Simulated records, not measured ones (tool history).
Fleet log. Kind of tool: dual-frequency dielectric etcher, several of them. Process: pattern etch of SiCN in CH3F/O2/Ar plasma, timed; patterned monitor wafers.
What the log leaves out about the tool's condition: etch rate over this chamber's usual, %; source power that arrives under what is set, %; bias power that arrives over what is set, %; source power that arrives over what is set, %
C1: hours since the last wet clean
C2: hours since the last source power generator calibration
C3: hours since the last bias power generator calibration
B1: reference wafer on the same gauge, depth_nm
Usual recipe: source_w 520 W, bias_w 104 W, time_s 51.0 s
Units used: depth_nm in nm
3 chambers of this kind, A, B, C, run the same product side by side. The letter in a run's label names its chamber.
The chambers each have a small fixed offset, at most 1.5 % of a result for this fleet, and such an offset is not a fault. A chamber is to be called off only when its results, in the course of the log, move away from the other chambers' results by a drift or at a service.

Run 1B, hour 15.2: usual settings; C1 166.8; C2 2147.9; C3 649.6; B1 21.608. Result: depth_nm 23.846 nm.
Run 2A, hour 24.6: usual settings; C1 35.4; C2 1019.0; C3 1180.8; B1 21.605. Result: depth_nm 23.920 nm.
Run 3C, hour 37.4: usual settings; C1 138.3; C2 3675.8; C3 88.4; B1 21.608. Result: depth_nm 24.273 nm.
Run 4C, hour 50.3: usual settings; C1 151.2; C2 3688.7; C3 101.3; B1 21.618. Result: depth_nm 24.238 nm.
Run 5B, hour 57.2: usual settings; C1 208.8; C2 2189.9; C3 691.6; B1 21.618. Result: depth_nm 23.837 nm.
Run 6A, hour 64.7: usual settings; C1 75.5; C2 1059.1; C3 1220.9; B1 21.616. Result: depth_nm 23.955 nm.
Run 7B, hour 74.3: usual settings; C1 225.9; C2 2207.0; C3 708.7; B1 21.614. Result: depth_nm 23.919 nm.
Run 8A, hour 84.9: usual settings; C1 95.7; C2 1079.3; C3 1241.1; B1 21.616. Result: depth_nm 23.938 nm.
Run 9C, hour 94.3: usual settings; C1 195.2; C2 3732.7; C3 145.3; B1 21.625. Result: depth_nm 24.332 nm.
Run 10C, hour 102.6: usual settings; C1 203.5; C2 3741.0; C3 153.6; B1 21.630. Result: depth_nm 24.321 nm.
Run 11B, hour 114.0: usual settings; C1 265.6; C2 2246.7; C3 748.4; B1 21.624. Result: depth_nm 23.890 nm.
Run 12A, hour 126.3: usual settings; C1 137.1; C2 1120.7; C3 1282.5; B1 21.626. Result: depth_nm 24.011 nm.
Run 13A, hour 137.5: usual settings but bias_w 127 W; C1 148.3; C2 1131.9; C3 1293.7; B1 21.627. Result: depth_nm 25.851 nm.
Run 14C, hour 147.7: usual settings but bias_w 127 W; C1 248.6; C2 3786.1; C3 198.7; B1 21.632. Result: depth_nm 26.253 nm.
Run 15B, hour 163.1: usual settings but bias_w 127 W; C1 314.7; C2 2295.8; C3 797.5; B1 21.636. Result: depth_nm 25.759 nm.
Run 16A, hour 173.0: usual settings but source_w 410 W, bias_w 90 W; C1 183.8; C2 1167.4; C3 1329.2; B1 21.637. Result: depth_nm 20.922 nm.
Run 17B, hour 183.6: usual settings but source_w 410 W, bias_w 90 W; C1 335.2; C2 2316.3; C3 818.0; B1 21.646. Result: depth_nm 20.750 nm.
Run 18C, hour 192.4: usual settings but source_w 410 W, bias_w 90 W; C1 293.3; C2 3830.8; C3 243.4; B1 21.651. Result: depth_nm 21.130 nm.
Run 19B, hour 200.1: usual settings but source_w 430 W, bias_w 96 W; C1 351.7; C2 2332.8; C3 834.5; B1 21.641. Result: depth_nm 21.653 nm.
Run 20A, hour 209.4: usual settings but source_w 430 W, bias_w 96 W; C1 220.2; C2 1203.8; C3 1365.6; B1 21.647. Result: depth_nm 21.745 nm.
Run 21C, hour 224.8: usual settings but source_w 430 W, bias_w 96 W; C1 325.7; C2 3863.2; C3 275.8; B1 21.650. Result: depth_nm 22.035 nm.
Run 22C, hour 239.9: usual settings; C1 340.8; C2 3878.3; C3 290.9; B1 21.661. Result: depth_nm 24.326 nm.
Run 23B, hour 248.6: usual settings; C1 400.2; C2 2381.3; C3 883.0; B1 21.652. Result: depth_nm 23.925 nm.
Run 24A, hour 258.9: usual settings but bias_w 129 W, time_s 43.0 s; C1 269.7; C2 1253.3; C3 1415.1; B1 21.661. Result: depth_nm 21.965 nm.
Run 25C, hour 271.3: usual settings but bias_w 129 W, time_s 43.0 s; C1 372.2; C2 3909.7; C3 322.3; B1 21.659. Result: depth_nm 22.288 nm.
Run 26B, hour 286.2: usual settings but bias_w 129 W, time_s 43.0 s; C1 437.8; C2 2418.9; C3 920.6; B1 21.664. Result: depth_nm 21.905 nm.
Run 27A, hour 293.7: usual settings but source_w 390 W, time_s 36.5 s; C1 304.5; C2 1288.1; C3 1449.9; B1 21.666. Result: depth_nm 15.496 nm.
Run 28A, hour 303.7: usual settings but source_w 390 W, time_s 36.5 s; C1 314.5; C2 1298.1; C3 1459.9; B1 21.672. Result: depth_nm 15.523 nm.
At hour 304.2: chamber C: wet clean of the chamber.
Run 29B, hour 314.2: usual settings but source_w 390 W, time_s 36.5 s; C1 465.8; C2 2446.9; C3 948.6; B1 21.673. Result: depth_nm 15.441 nm.
Run 30C, hour 322.5: usual settings; C1 18.3; C2 3960.9; C3 373.5; B1 21.670. Result: depth_nm 24.330 nm.
At hour 325.0: chamber C: source power generator calibrated.
Run 31B, hour 333.2: usual settings; C1 484.8; C2 2465.9; C3 967.6; B1 21.674. Result: depth_nm 23.960 nm.
Run 32C, hour 344.5: usual settings; C1 40.3; C2 19.5; C3 395.5; B1 21.679. Result: depth_nm 24.353 nm.
Run 33A, hour 352.6: usual settings; C1 363.4; C2 1347.0; C3 1508.8; B1 21.681. Result: depth_nm 24.075 nm.
Run 34B, hour 367.9: usual settings; C1 519.5; C2 2500.6; C3 1002.3; B1 21.685. Result: depth_nm 23.974 nm.
Run 35C, hour 376.2: usual settings; C1 72.0; C2 51.2; C3 427.2; B1 21.684. Result: depth_nm 24.373 nm.
At hour 381.7: chamber A: bias power generator calibrated.
Run 36A, hour 391.1: usual settings but source_w 410 W, time_s 37.5 s; C1 401.9; C2 1385.5; C3 9.4; B1 21.697. Result: depth_nm 16.231 nm.
Run 37A, hour 402.1: usual settings but source_w 410 W, time_s 37.5 s; C1 412.9; C2 1396.5; C3 20.4; B1 21.697. Result: depth_nm 16.232 nm.
Run 38C, hour 414.7: usual settings but source_w 410 W, time_s 37.5 s; C1 110.5; C2 89.7; C3 465.7; B1 21.694. Result: depth_nm 16.432 nm.
Run 39B, hour 429.0: usual settings; C1 580.6; C2 2561.7; C3 1063.4; B1 21.701. Result: depth_nm 23.963 nm.
Run 40A, hour 436.2: usual settings but source_w 470 W; C1 447.0; C2 1430.6; C3 54.5; B1 21.700. Result: depth_nm 23.192 nm.

Has any chamber moved away from the others, gradually or after a service, or does the common gauge drift, or do the chambers differ only by their own small steady offsets? State the chamber and the most likely cause if one applies.

None of the chambers is off. What moves is the gauge, dragging all their readings along together.
What lies behind it: gauge reads high (%) = 0.476.
